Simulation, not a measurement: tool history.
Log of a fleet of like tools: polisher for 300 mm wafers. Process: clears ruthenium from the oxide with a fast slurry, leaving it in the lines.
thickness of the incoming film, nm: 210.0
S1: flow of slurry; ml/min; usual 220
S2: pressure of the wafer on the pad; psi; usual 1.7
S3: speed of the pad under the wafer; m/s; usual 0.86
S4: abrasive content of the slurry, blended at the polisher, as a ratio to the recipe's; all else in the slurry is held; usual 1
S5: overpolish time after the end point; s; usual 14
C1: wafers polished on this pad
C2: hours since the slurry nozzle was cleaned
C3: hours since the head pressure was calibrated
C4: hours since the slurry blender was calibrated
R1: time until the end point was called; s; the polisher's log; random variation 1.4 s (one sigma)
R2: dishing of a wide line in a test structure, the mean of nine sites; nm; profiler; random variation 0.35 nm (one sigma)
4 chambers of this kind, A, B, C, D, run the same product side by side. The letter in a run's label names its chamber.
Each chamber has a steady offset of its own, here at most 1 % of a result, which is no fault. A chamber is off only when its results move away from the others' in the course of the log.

run 1D hour=9.8 | S1=220 S2=1.7 S3=0.86 S4=1 S5=14 | C1=725 C2=420.6 C3=877.0 C4=14.1 | R1=106.260 R2=24.150
run 2A hour=15.5 | S1=220 S2=1.7 S3=0.86 S4=1 S5=14 | C1=619 C2=650.1 C3=836.2 C4=58.3 | R1=104.300 R2=24.293
-- hour=18.2 chamber D: worn pad replaced by a new one
run 3C hour=21.6 | S1=220 S2=1.7 S3=0.86 S4=1 S5=14 | C1=578 C2=284.0 C3=169.8 C4=39.5 | R1=104.990 R2=24.054
-- hour=29.2 chamber B: worn pad replaced by a new one
run 4B hour=30.2 | S1=220 S2=1.7 S3=0.86 S4=1 S5=14 | C1=7 C2=109.8 C3=410.7 C4=354.3 | R1=106.220 R2=24.289
-- hour=38.3 chamber C: worn pad replaced by a new one
run 5C hour=41.4 | S1=220 S2=1.7 S3=0.86 S4=1 S5=14 | C1=24 C2=303.8 C3=189.6 C4=59.3 | R1=104.760 R2=24.288
run 6D hour=53.5 | S1=220 S2=1.7 S3=0.86 S4=1 S5=14 | C1=271 C2=464.3 C3=920.7 C4=57.8 | R1=106.780 R2=22.990
run 7B hour=61.5 | S1=220 S2=1.7 S3=0.86 S4=1 S5=14 | C1=248 C2=141.1 C3=442.0 C4=385.6 | R1=104.550 R2=23.480
run 8A hour=67.7 | S1=220 S2=1.7 S3=0.86 S4=1 S5=14 | C1=1020 C2=702.3 C3=888.4 C4=110.5 | R1=105.360 R2=24.086
run 9D hour=74.1 | S1=220 S2=1.7 S3=0.86 S4=1 S5=14 | C1=430 C2=484.9 C3=941.3 C4=78.4 | R1=106.740 R2=23.608
run 10A hour=85.0 | S1=220 S2=1.7 S3=0.64 S4=1 S5=14 | C1=1154 C2=719.6 C3=905.7 C4=127.8 | R1=142.630 R2=17.779
-- hour=86.2 chamber A: worn pad replaced by a new one
-- hour=87.9 chamber A: head pressure recalibrated
run 11C hour=94.8 | S1=220 S2=1.7 S3=0.64 S4=1 S5=14 | C1=435 C2=357.2 C3=243.0 C4=112.7 | R1=141.210 R2=18.501
-- hour=95.7 chamber A: slurry nozzle cleaned
-- hour=96.9 chamber B: slurry blender recalibrated
run 12B hour=101.1 | S1=220 S2=1.7 S3=0.64 S4=1 S5=14 | C1=553 C2=180.7 C3=481.6 C4=4.2 | R1=139.880 R2=18.272
run 13B hour=111.8 | S1=220 S2=1.7 S3=0.64 S4=1 S5=14 | C1=636 C2=191.4 C3=492.3 C4=14.9 | R1=138.420 R2=18.100
run 14A hour=122.1 | S1=220 S2=1.7 S3=0.86 S4=1 S5=14 | C1=276 C2=26.5 C3=34.2 C4=164.9 | R1=118.870 R2=21.201
-- hour=125.9 chamber D: worn pad replaced by a new one
run 15D hour=132.2 | S1=220 S2=1.7 S3=0.86 S4=1 S5=14 | C1=48 C2=543.0 C3=999.4 C4=136.5 | R1=103.960 R2=23.688
-- hour=132.3 chamber C: worn pad replaced by a new one
run 16C hour=141.9 | S1=220 S2=1.7 S3=0.86 S4=1 S5=14 | C1=74 C2=404.3 C3=290.1 C4=159.8 | R1=104.930 R2=24.064
run 17D hour=149.5 | S1=220 S2=1.7 S3=0.86 S4=1 S5=14 | C1=182 C2=560.3 C3=1016.7 C4=153.8 | R1=105.510 R2=23.393
run 18C hour=158.3 | S1=220 S2=1.7 S3=1.08 S4=1 S5=14 | C1=200 C2=420.7 C3=306.5 C4=176.2 | R1=83.357 R2=29.293
run 19A hour=165.9 | S1=220 S2=1.7 S3=1.08 S4=1 S5=14 | C1=614 C2=70.3 C3=78.0 C4=208.7 | R1=93.389 R2=27.108
run 20B hour=176.6 | S1=220 S2=1.7 S3=1.08 S4=1 S5=14 | C1=1134 C2=256.2 C3=557.1 C4=79.7 | R1=82.546 R2=29.336
run 21D hour=185.2 | S1=220 S2=1.7 S3=1.08 S4=1 S5=14 | C1=456 C2=596.0 C3=1052.4 C4=189.5 | R1=83.567 R2=29.014
run 22C hour=194.4 | S1=150 S2=1.7 S3=0.86 S4=1 S5=14 | C1=478 C2=456.8 C3=342.6 C4=212.3 | R1=111.860 R2=23.009
run 23A hour=199.7 | S1=150 S2=1.7 S3=0.86 S4=1 S5=14 | C1=874 C2=104.1 C3=111.8 C4=242.5 | R1=123.070 R2=20.312
-- hour=204.4 chamber B: worn pad replaced by a new one
run 24B hour=209.9 | S1=150 S2=1.7 S3=0.86 S4=1 S5=14 | C1=42 C2=289.5 C3=590.4 C4=113.0 | R1=111.340 R2=22.763
-- hour=217.4 chamber C: worn pad replaced by a new one
run 25B hour=220.5 | S1=150 S2=1.7 S3=0.86 S4=1 S5=14 | C1=124 C2=300.1 C3=601.0 C4=123.6 | R1=111.570 R2=22.015
run 26C hour=231.6 | S1=220 S2=1.7 S3=0.86 S4=1 S5=14 | C1=109 C2=494.0 C3=379.8 C4=249.5 | R1=104.290 R2=23.963

Next, every chamber runs the same settings. What will each give?
run 27A hour=240.4 | S1=275 S2=1.7 S3=0.86 S4=1 S5=14 | R1=? R2=?
run 27B hour=240.4 | S1=275 S2=1.7 S3=0.86 S4=1 S5=14 | R1=? R2=?
run 27C hour=240.4 | S1=275 S2=1.7 S3=0.86 S4=1 S5=14 | R1=? R2=?
run 27D hour=240.4 | S1=275 S2=1.7 S3=0.86 S4=1 S5=14 | R1=? R2=?

run=27A R1=115.810 R2=21.970
run=27B R1=102.500 R2=24.092
run=27C R1=102.690 R2=24.739
run=27D R1=103.380 R2=24.366

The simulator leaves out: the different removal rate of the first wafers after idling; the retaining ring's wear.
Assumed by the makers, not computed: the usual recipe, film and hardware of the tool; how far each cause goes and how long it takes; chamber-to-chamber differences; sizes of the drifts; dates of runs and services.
